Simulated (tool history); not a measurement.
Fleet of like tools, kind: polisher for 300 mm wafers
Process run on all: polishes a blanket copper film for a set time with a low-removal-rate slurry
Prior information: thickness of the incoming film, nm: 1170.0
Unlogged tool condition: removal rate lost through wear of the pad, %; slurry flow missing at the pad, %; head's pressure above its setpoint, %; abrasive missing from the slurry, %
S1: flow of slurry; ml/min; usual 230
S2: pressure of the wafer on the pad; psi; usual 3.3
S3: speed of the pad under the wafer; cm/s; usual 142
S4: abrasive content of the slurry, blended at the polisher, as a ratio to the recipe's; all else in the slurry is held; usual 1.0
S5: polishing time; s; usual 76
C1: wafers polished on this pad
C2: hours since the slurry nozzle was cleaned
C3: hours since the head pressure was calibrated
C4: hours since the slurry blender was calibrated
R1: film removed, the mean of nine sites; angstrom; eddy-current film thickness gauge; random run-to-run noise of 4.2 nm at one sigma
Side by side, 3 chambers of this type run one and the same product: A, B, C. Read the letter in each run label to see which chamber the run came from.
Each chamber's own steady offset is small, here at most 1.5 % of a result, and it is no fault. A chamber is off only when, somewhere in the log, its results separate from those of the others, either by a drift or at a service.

run,hour,S1,S2,S3,S4,S5,C1,C2,C3,C4,R1
1B,10.8,230,3.3,142,1.0,76,865,87.7,901.7,254.9,3446.8
# hour 17.0: chamber B: worn pad replaced by a new one
# hour 21.3: chamber A: worn pad replaced by a new one
2A,22.0,230,3.3,142,1.0,76,5,424.2,658.5,362.2,3521.9
3C,30.0,230,3.3,142,1.0,76,512,74.3,533.6,59.6,3562.1
4C,43.7,230,3.3,142,1.0,76,608,88.0,547.3,73.3,3479.6
5B,50.9,230,3.3,142,1.0,76,239,127.8,941.8,295.0,3473.5
6A,58.0,230,3.3,142,1.0,76,258,460.2,694.5,398.2,3555.8
7B,66.0,230,3.3,142,1.0,76,345,142.9,956.9,310.1,3418.0
8A,73.7,230,3.3,142,1.0,54,368,475.9,710.2,413.9,2512.6
# hour 76.3: chamber A: slurry blender recalibrated
9C,86.3,230,3.3,142,1.0,54,908,130.6,589.9,115.9,2485.2
10C,99.9,230,3.3,142,1.0,54,1004,144.2,603.5,129.5,2437.3
# hour 103.2: chamber B: head pressure recalibrated
11B,112.0,230,3.3,142,1.0,76,669,188.9,8.9,356.1,3440.3
# hour 116.8: chamber A: worn pad replaced by a new one
12A,122.5,230,3.3,142,1.0,76,40,524.7,759.0,46.2,3580.2
13B,130.1,230,3.3,142,1.0,76,796,207.0,27.0,374.2,3448.6
# hour 131.6: chamber B: worn pad replaced by a new one
14A,140.5,230,3.3,142,1.0,76,167,542.7,777.0,64.2,3546.0
15C,150.1,230,3.3,142,1.0,76,1357,194.4,653.7,179.7,3518.0
16C,163.7,230,3.3,142,1.0,76,1452,208.0,667.3,193.3,3470.5
17B,175.8,230,3.3,142,1.0,76,311,252.7,72.7,419.9,3458.7
18A,187.0,230,3.3,142,0.7,76,494,589.2,823.5,110.7,3229.7
# hour 190.3: chamber B: slurry blender recalibrated
19B,194.7,230,3.3,142,0.7,76,444,271.6,91.6,4.4,3248.5
# hour 203.3: chamber A: worn pad replaced by a new one
20A,204.3,230,3.3,142,0.7,76,7,606.5,840.8,128.0,3266.1
21C,214.5,230,3.3,142,1.0,76,1810,258.8,718.1,244.1,3453.3
22B,229.1,230,3.3,142,1.0,76,686,306.0,126.0,38.8,3439.2
23C,239.2,230,3.3,142,1.0,76,1984,283.5,742.8,268.8,3446.6
24A,246.3,230,3.3,142,1.0,76,303,648.5,882.8,170.0,3484.1
# hour 255.6: chamber B: worn pad replaced by a new one
25A,258.2,230,3.3,142,1.0,76,386,660.4,894.7,181.9,3489.9
26C,266.9,230,3.3,142,1.0,76,2179,311.2,770.5,296.5,3329.1
# hour 275.8: chamber A: slurry nozzle cleaned
27B,278.4,230,3.3,160,1.0,76,160,355.3,175.3,88.1,3882.1
28B,285.5,230,3.3,160,1.0,76,210,362.4,182.4,95.2,3899.7
29A,298.6,230,3.3,160,1.0,76,671,22.8,935.1,222.3,3911.1
30C,306.6,230,3.3,142,1.0,76,2458,350.9,810.2,336.2,3360.3
# hour 309.2: chamber A: worn pad replaced by a new one
31A,316.5,230,3.3,142,1.0,76,51,40.7,953.0,240.2,3522.8
32B,325.3,230,3.3,160,1.0,90,490,402.2,222.2,135.0,4682.8
# hour 329.7: chamber C: slurry blender recalibrated
33C,334.2,230,3.3,160,1.0,90,2652,378.5,837.8,4.6,4573.6
# hour 339.1: chamber A: head pressure recalibrated
34B,341.7,230,3.3,160,1.0,90,605,418.6,238.6,151.4,4624.4
35A,348.7,230,3.3,142,1.0,76,278,72.9,9.7,272.4,3508.7
36C,357.7,230,3.3,142,1.0,76,2817,402.0,861.3,28.1,3393.3
37C,368.2,230,3.3,142,1.0,76,2891,412.5,871.8,38.6,3288.2
38A,375.8,175,3.3,160,1.0,76,469,100.0,36.8,299.5,3897.0
# hour 381.8: chamber B: worn pad replaced by a new one
39B,382.9,175,3.3,160,1.0,76,8,459.8,279.8,192.6,3832.9
40B,394.0,175,3.3,160,1.0,76,86,470.9,290.9,203.7,3811.1
# hour 400.6: chamber A: worn pad replaced by a new one
41A,406.9,230,3.3,142,1.0,76,44,131.1,67.9,330.6,3466.0

Predict what each chamber gives when all 3 of them run the settings below next.
42A,417.5,230,3.3,142,1.0,76,,,,,?
42B,417.5,230,3.3,142,1.0,76,,,,,?
42C,417.5,230,3.3,142,1.0,76,,,,,?

run,R1
42A,3544.9
42B,3517.8
42C,3252.9

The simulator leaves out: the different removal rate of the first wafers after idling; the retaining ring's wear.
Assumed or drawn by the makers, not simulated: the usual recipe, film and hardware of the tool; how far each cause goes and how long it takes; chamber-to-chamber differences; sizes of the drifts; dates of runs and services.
